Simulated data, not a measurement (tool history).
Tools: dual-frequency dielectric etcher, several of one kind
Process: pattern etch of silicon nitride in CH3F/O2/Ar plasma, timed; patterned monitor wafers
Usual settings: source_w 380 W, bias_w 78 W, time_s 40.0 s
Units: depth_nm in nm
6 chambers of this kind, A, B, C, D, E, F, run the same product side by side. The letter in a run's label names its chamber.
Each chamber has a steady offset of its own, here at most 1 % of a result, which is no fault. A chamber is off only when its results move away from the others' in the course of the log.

| run | hour | source_w | bias_w | time_s | hours since the last wet clean | hours since the last source power generator calibration | hours since the last bias power generator calibration | read-back reference wafer on the same gauge, depth_nm | depth_nm |
|---|---|---|---|---|---|---|---|---|---|
| 1C | 6.0 | 380 | 78 | 40.0 | 461.8 | 79.7 | 1505.9 | 23.672 | 28.204 |
| 2D | 11.8 | 380 | 78 | 40.0 | 252.2 | 43.2 | 1356.2 | 23.713 | 28.351 |
|  | 12.3 | chamber C: wet clean of the chamber |
| 3A | 15.5 | 380 | 78 | 40.0 | 527.9 | 2274.8 | 3784.9 | 23.701 | 27.799 |
| 4E | 19.0 | 380 | 78 | 40.0 | 153.7 | 1569.5 | 217.8 | 23.677 | 27.839 |
|  | 22.2 | chamber A: wet clean of the chamber |
| 5F | 22.8 | 380 | 78 | 40.0 | 394.5 | 601.8 | 2299.5 | 23.668 | 27.980 |
| 6B | 26.3 | 380 | 78 | 40.0 | 193.5 | 2547.7 | 679.3 | 23.675 | 28.420 |
| 7A | 30.9 | 380 | 78 | 40.0 | 8.8 | 2290.2 | 3800.3 | 23.726 | 28.240 |
| 8F | 34.1 | 380 | 78 | 40.0 | 405.8 | 613.1 | 2310.8 | 23.681 | 28.019 |
| 9D | 37.8 | 380 | 78 | 40.0 | 278.2 | 69.2 | 1382.2 | 23.729 | 28.040 |
| 10B | 40.7 | 380 | 78 | 40.0 | 207.9 | 2562.1 | 693.7 | 23.740 | 28.565 |
| 11E | 46.2 | 340 | 78 | 44.0 | 180.9 | 1596.7 | 245.0 | 23.753 | 29.609 |
| 12C | 51.9 | 340 | 78 | 44.0 | 39.7 | 125.6 | 1551.8 | 23.726 | 30.113 |
| 13F | 56.2 | 340 | 78 | 44.0 | 427.9 | 635.2 | 2332.9 | 23.679 | 29.636 |
| 14A | 60.0 | 340 | 78 | 44.0 | 37.9 | 2319.3 | 3829.4 | 23.679 | 29.769 |
| 15E | 63.1 | 340 | 78 | 44.0 | 197.8 | 1613.6 | 261.9 | 23.682 | 29.625 |
| 16D | 68.7 | 340 | 78 | 44.0 | 309.1 | 100.1 | 1413.1 | 23.711 | 30.156 |
| 17C | 74.3 | 380 | 78 | 40.0 | 62.1 | 148.0 | 1574.2 | 23.707 | 28.324 |
| 18B | 78.2 | 380 | 78 | 40.0 | 245.4 | 2599.6 | 731.2 | 23.686 | 28.410 |
| 19B | 82.2 | 380 | 78 | 40.0 | 249.4 | 2603.6 | 735.2 | 23.700 | 28.183 |
| 20D | 87.3 | 380 | 78 | 40.0 | 327.7 | 118.7 | 1431.7 | 23.736 | 28.455 |
| 21E | 90.2 | 380 | 78 | 40.0 | 224.9 | 1640.7 | 289.0 | 23.698 | 27.893 |
| 22F | 94.0 | 380 | 78 | 40.0 | 465.7 | 673.0 | 2370.7 | 23.718 | 28.123 |
| 23C | 100.4 | 380 | 78 | 40.0 | 88.2 | 174.1 | 1600.3 | 23.703 | 28.586 |
| 24A | 106.3 | 380 | 78 | 40.0 | 84.2 | 2365.6 | 3875.7 | 23.674 | 28.541 |
| 25A | 111.0 | 380 | 78 | 40.0 | 88.9 | 2370.3 | 3880.4 | 23.689 | 28.155 |
| 26D | 114.8 | 380 | 78 | 40.0 | 355.2 | 146.2 | 1459.2 | 23.647 | 28.400 |
| 27C | 118.8 | 470 | 78 | 46.5 | 106.6 | 192.5 | 1618.7 | 23.676 | 36.349 |
| 28B | 125.2 | 470 | 78 | 46.5 | 292.4 | 2646.6 | 778.2 | 23.704 | 35.855 |
| 29F | 128.4 | 470 | 78 | 46.5 | 500.1 | 707.4 | 2405.1 | 23.738 | 35.320 |
| 30E | 134.8 | 470 | 78 | 46.5 | 269.5 | 1685.3 | 333.6 | 23.726 | 36.193 |
| 31C | 139.6 | 470 | 78 | 46.5 | 127.4 | 213.3 | 1639.5 | 23.687 | 35.361 |
| 32D | 144.9 | 470 | 78 | 46.5 | 385.3 | 176.3 | 1489.3 | 23.668 | 35.970 |
| 33A | 151.3 | 380 | 78 | 40.0 | 129.2 | 2410.6 | 3920.7 | 23.686 | 28.281 |
| 34B | 154.6 | 380 | 78 | 40.0 | 321.8 | 2676.0 | 807.6 | 23.676 | 28.634 |
| 35F | 157.8 | 450 | 78 | 49.5 | 529.5 | 736.8 | 2434.5 | 23.713 | 37.074 |
| 36E | 162.5 | 450 | 78 | 49.5 | 297.2 | 1713.0 | 361.3 | 23.708 | 38.457 |
| 37B | 166.8 | 450 | 78 | 49.5 | 334.0 | 2688.2 | 819.8 | 23.651 | 37.356 |

Next, every chamber runs the same settings. What will each give?
| 38A | 171.4 | 380 | 78 | 40.0 |  |  |  |  | ? |
| 38B | 171.4 | 380 | 78 | 40.0 |  |  |  |  | ? |
| 38C | 171.4 | 380 | 78 | 40.0 |  |  |  |  | ? |
| 38D | 171.4 | 380 | 78 | 40.0 |  |  |  |  | ? |
| 38E | 171.4 | 380 | 78 | 40.0 |  |  |  |  | ? |
| 38F | 171.4 | 380 | 78 | 40.0 |  |  |  |  | ? |

| run | depth_nm |
|---|---|
| 38A | 27.997 |
| 38B | 28.516 |
| 38C | 28.501 |
| 38D | 28.452 |
| 38E | 29.101 |
| 38F | 28.120 |

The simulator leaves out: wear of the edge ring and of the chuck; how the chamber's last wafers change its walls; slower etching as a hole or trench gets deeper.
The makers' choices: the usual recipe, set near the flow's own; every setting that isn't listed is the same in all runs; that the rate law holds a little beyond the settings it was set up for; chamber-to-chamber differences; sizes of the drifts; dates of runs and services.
